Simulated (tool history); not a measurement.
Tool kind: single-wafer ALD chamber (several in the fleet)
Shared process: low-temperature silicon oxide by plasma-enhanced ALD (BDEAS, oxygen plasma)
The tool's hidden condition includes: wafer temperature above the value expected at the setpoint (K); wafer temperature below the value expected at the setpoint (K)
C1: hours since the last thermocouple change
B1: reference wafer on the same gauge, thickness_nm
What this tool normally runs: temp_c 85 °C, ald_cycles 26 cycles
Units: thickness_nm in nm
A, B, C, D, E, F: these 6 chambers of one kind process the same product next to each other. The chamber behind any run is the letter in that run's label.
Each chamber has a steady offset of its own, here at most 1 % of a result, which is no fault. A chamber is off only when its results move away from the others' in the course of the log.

{"run": "1C", "hour": 7.4, "temp_c": 85, "ald_cycles": 26, "C1": 218.1, "B1": 3.9196, "thickness_nm": 3.9535}
{"run": "2F", "hour": 14.5, "temp_c": 85, "ald_cycles": 26, "C1": 25.7, "B1": 3.9184, "thickness_nm": 3.8875}
{"run": "3B", "hour": 18.0, "temp_c": 85, "ald_cycles": 26, "C1": 144.5, "B1": 3.9181, "thickness_nm": 3.8943}
{"run": "4E", "hour": 24.9, "temp_c": 85, "ald_cycles": 26, "C1": 771.2, "B1": 3.9167, "thickness_nm": 3.9063}
{"run": "5D", "hour": 30.3, "temp_c": 85, "ald_cycles": 26, "C1": 628, "B1": 3.9162, "thickness_nm": 3.9265}
{"run": "6A", "hour": 36.9, "temp_c": 85, "ald_cycles": 26, "C1": 732.2, "B1": 3.916, "thickness_nm": 3.8872}
{"run": "7A", "hour": 40.5, "temp_c": 85, "ald_cycles": 26, "C1": 735.8, "B1": 3.9153, "thickness_nm": 3.8712}
{"run": "8F", "hour": 46.3, "temp_c": 85, "ald_cycles": 26, "C1": 57.5, "B1": 3.9123, "thickness_nm": 3.8713}
{"run": "9D", "hour": 50.5, "temp_c": 85, "ald_cycles": 26, "C1": 648.2, "B1": 3.9139, "thickness_nm": 3.925}
{"run": "10B", "hour": 54.8, "temp_c": 85, "ald_cycles": 26, "C1": 181.3, "B1": 3.9136, "thickness_nm": 3.8958}
{"run": "11E", "hour": 61.4, "temp_c": 85, "ald_cycles": 26, "C1": 807.7, "B1": 3.911, "thickness_nm": 3.8994}
{"run": "12C", "hour": 65.7, "temp_c": 85, "ald_cycles": 26, "C1": 276.4, "B1": 3.9131, "thickness_nm": 3.9478}
{"run": "13E", "hour": 69.1, "temp_c": 85, "ald_cycles": 26, "C1": 815.4, "B1": 3.9115, "thickness_nm": 3.9139}
{"run": "14D", "hour": 74.7, "temp_c": 85, "ald_cycles": 26, "C1": 672.4, "B1": 3.9121, "thickness_nm": 3.9247}
{"run": "15C", "hour": 81.2, "temp_c": 85, "ald_cycles": 26, "C1": 291.9, "B1": 3.9091, "thickness_nm": 3.945}
{"run": "16F", "hour": 85.0, "temp_c": 79, "ald_cycles": 31, "C1": 96.2, "B1": 3.9099, "thickness_nm": 4.724}
{"run": "17A", "hour": 91.3, "temp_c": 79, "ald_cycles": 31, "C1": 786.6, "B1": 3.9073, "thickness_nm": 4.7067}
{"run": "18B", "hour": 97.9, "temp_c": 79, "ald_cycles": 31, "C1": 224.4, "B1": 3.9079, "thickness_nm": 4.7137}
{"run": "19B", "hour": 101.7, "temp_c": 79, "ald_cycles": 31, "C1": 228.2, "B1": 3.9073, "thickness_nm": 4.7244}
{"run": "20D", "hour": 105.9, "temp_c": 79, "ald_cycles": 31, "C1": 703.6, "B1": 3.9063, "thickness_nm": 4.7674}
{"run": "21E", "hour": 112.4, "temp_c": 79, "ald_cycles": 31, "C1": 858.7, "B1": 3.9047, "thickness_nm": 4.7295}
{"run": "22C", "hour": 117.2, "temp_c": 85, "ald_cycles": 26, "C1": 327.9, "B1": 3.9031, "thickness_nm": 3.9302}
{"run": "23F", "hour": 123.0, "temp_c": 85, "ald_cycles": 26, "C1": 134.2, "B1": 3.9039, "thickness_nm": 3.8781}
{"run": "24A", "hour": 126.9, "temp_c": 85, "ald_cycles": 26, "C1": 822.2, "B1": 3.9037, "thickness_nm": 3.8631}
{"run": "25C", "hour": 130.2, "temp_c": 85, "ald_cycles": 26, "C1": 340.9, "B1": 3.9033, "thickness_nm": 3.9381}
{"run": "26A", "hour": 135.1, "temp_c": 73, "ald_cycles": 29, "C1": 830.4, "B1": 3.9034, "thickness_nm": 4.4928}
{"run": "27B", "hour": 140.2, "temp_c": 73, "ald_cycles": 29, "C1": 266.7, "B1": 3.902, "thickness_nm": 4.4897}
{"run": "28F", "hour": 145.8, "temp_c": 73, "ald_cycles": 29, "C1": 157, "B1": 3.902, "thickness_nm": 4.4951}
{"run": "29E", "hour": 152.7, "temp_c": 73, "ald_cycles": 29, "C1": 899, "B1": 3.9024, "thickness_nm": 4.492}
{"run": "30D", "hour": 157.6, "temp_c": 73, "ald_cycles": 29, "C1": 755.3, "B1": 3.8989, "thickness_nm": 4.5398}
{"run": "31B", "hour": 163.3, "temp_c": 73, "ald_cycles": 29, "C1": 289.8, "B1": 3.9002, "thickness_nm": 4.5098}
{"run": "32F", "hour": 170.4, "temp_c": 85, "ald_cycles": 26, "C1": 181.6, "B1": 3.8984, "thickness_nm": 3.8656}
{"run": "33C", "hour": 177.1, "temp_c": 85, "ald_cycles": 26, "C1": 387.8, "B1": 3.8975, "thickness_nm": 3.9162}
{"run": "34A", "hour": 181.3, "temp_c": 85, "ald_cycles": 26, "C1": 876.6, "B1": 3.8962, "thickness_nm": 3.8512}
{"run": "35D", "hour": 184.7, "temp_c": 85, "ald_cycles": 26, "C1": 782.4, "B1": 3.896, "thickness_nm": 3.9006}
{"run": "36E", "hour": 189.5, "temp_c": 85, "ald_cycles": 23, "C1": 935.8, "B1": 3.8963, "thickness_nm": 3.4346}

One chamber off, gauge drift, or nothing amiss beyond the chambers' own small offsets? If it is a chamber, which one, and what is the likeliest cause?

None of the chambers is off. What moves is the gauge, dragging all their readings along together.
What lies behind it: gauge reads low (%) = 0.644.
